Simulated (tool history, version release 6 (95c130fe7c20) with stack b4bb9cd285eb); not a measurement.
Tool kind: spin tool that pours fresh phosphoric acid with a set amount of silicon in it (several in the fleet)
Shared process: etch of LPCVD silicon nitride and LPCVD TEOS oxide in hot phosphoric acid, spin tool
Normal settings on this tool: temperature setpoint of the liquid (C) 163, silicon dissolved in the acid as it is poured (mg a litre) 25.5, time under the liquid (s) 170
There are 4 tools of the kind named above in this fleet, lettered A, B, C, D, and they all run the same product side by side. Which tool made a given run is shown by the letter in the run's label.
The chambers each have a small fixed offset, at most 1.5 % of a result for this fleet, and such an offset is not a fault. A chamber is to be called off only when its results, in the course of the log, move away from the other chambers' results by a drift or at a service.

run,day,temperature setpoint of the liquid (C),silicon dissolved in the acid as it is poured (mg a litre),time under the liquid (s),hours since the thermometer was replaced,hours since the dissolved silicon flow meter was replaced,hours since the heated supply line was repaired,"read-back film thickness of the LPCVD silicon nitride reference wafer, read on the same gauge (nm)","read-back film thickness of the LPCVD TEOS oxide reference wafer, read on the same gauge (nm)",thickness taken off the LPCVD silicon nitride on a monitor wafer (Å),thickness taken off the LPCVD TEOS oxide on a monitor wafer (Å)
1D,0.271,163,25.5,170,986.4,874.0,2120.6,150.03,39.998,171.540,3.10600
2A,0.542,163,25.5,170,995.6,936.2,510.5,150.01,39.990,172.660,3.30500
3B,0.808,163,25.5,170,943.3,1158.3,1292.4,150.02,40.002,173.870,3.25210
# day 0.896: chamber C: dissolved silicon flow meter replaced
4C,1.075,163,25.5,170,818.4,4.4,1345.2,150.00,40.019,171.700,3.45320
# day 1.112: chamber B: dissolved silicon flow meter replaced
5D,1.367,163,45.0,85,1012.7,900.3,2146.9,150.01,40.015,85.377,0.48857
6C,1.575,163,45.0,85,830.4,16.4,1357.2,150.02,39.986,85.241,0.59344
7A,1.888,163,45.0,85,1027.9,968.5,542.8,150.00,40.012,86.894,0.55320
8B,2.100,163,45.0,85,974.3,23.8,1323.4,150.00,40.033,87.978,0.56795
9A,2.479,163,25.5,170,1042.1,982.7,557.0,150.00,39.961,173.860,3.27090
# day 2.762: chamber D: dissolved silicon flow meter replaced
10C,2.783,163,25.5,170,859.4,45.4,1386.2,150.01,40.045,171.260,3.31860
11D,3.088,163,25.5,170,1054.0,7.8,2188.2,150.03,39.996,171.290,3.36090
12B,3.367,163,25.5,170,1004.7,54.2,1353.8,150.02,40.014,176.180,3.34870
13A,3.662,163,25.5,170,1070.5,1011.1,585.4,149.98,40.023,176.210,3.25730
14D,3.958,163,25.5,170,1074.9,28.7,2209.1,150.00,40.040,170.280,3.03950
15C,4.158,163,25.5,170,892.4,78.4,1419.2,150.03,40.007,170.680,3.25800
16B,4.479,163,25.5,170,1031.4,80.9,1380.5,150.00,40.030,181.030,3.43480
17D,4.729,163,10.5,170,1093.4,47.2,2227.6,150.00,40.027,173.700,4.12310
18B,5.029,163,10.5,170,1044.6,94.1,1393.7,150.00,40.033,181.600,5.04730
19A,5.204,163,10.5,170,1107.5,1048.1,622.4,150.03,40.041,173.720,5.19610
20C,5.433,163,10.5,170,923.0,109.0,1449.8,150.01,40.036,170.790,4.29670
21C,5.733,163,25.5,170,930.2,116.2,1457.0,150.00,40.041,172.730,2.93220
22B,6.096,163,25.5,170,1070.2,119.7,1419.3,150.02,40.016,180.350,3.40660
23D,6.446,163,25.5,170,1134.6,88.4,2268.8,149.99,40.013,172.090,2.92820
24A,6.738,163,25.5,170,1144.3,1084.9,659.2,149.99,39.972,172.580,3.04730
25A,7.108,163,25.5,170,1153.2,1093.8,668.1,150.01,40.001,173.870,3.34040
26D,7.425,163,25.5,170,1158.1,111.9,2292.3,150.00,40.019,172.200,2.98810
27C,7.817,163,25.5,215,980.2,166.2,1507.0,150.00,40.010,219.130,3.23410
28B,8.033,163,25.5,215,1116.7,166.2,1465.8,150.01,39.976,234.240,4.75990
29B,8.417,163,25.5,215,1125.9,175.4,1475.0,150.00,40.004,237.380,4.81100
30C,8.617,163,25.5,215,999.4,185.4,1526.2,149.99,40.007,216.850,4.02340

Has any chamber moved away from the others, gradually or after a service, or does the common gauge drift, or do the chambers differ only by their own small steady offsets? State the chamber and the most likely cause if one applies.

It is chamber B that slowly wanders off from its peers.
Most likely cause: liquid hotter than its thermometer reads (K) = 2.51.

Chamber B could run next with any of the 4 candidate recipes listed below; each alters the usual settings, and their results appear as question marks. Which one brings its results back in line with what the other chambers deliver on the usual settings?
A result is in line if it is within this distance of the other chambers' mean on the usual settings: thickness taken off the LPCVD silicon nitride on a monitor wafer (Å) 4.100; thickness taken off the LPCVD TEOS oxide on a monitor wafer (Å) 0.77000
31B-1,8.896,163,23.0,185,,,,,,?,?
31B-2,8.896,163,21.5,195,,,,,,?,?
31B-3,8.896,163,28.0,155,,,,,,?,?
31B-4,8.896,163,29.0,150,,,,,,?,?

Usual-settings mean across the other chambers: thickness taken off the LPCVD silicon nitride on a monitor wafer (Å) 172.530; thickness taken off the LPCVD TEOS oxide on a monitor wafer (Å) 3.07350
run,thickness taken off the LPCVD silicon nitride on a monitor wafer (Å),thickness taken off the LPCVD TEOS oxide on a monitor wafer (Å)
31B-1,204.670,4.04430
31B-2,215.740,4.47600
31B-3,171.480,2.85900
31B-4,165.950,2.65400
With 31B-3, the chamber falls back in line with the rest.
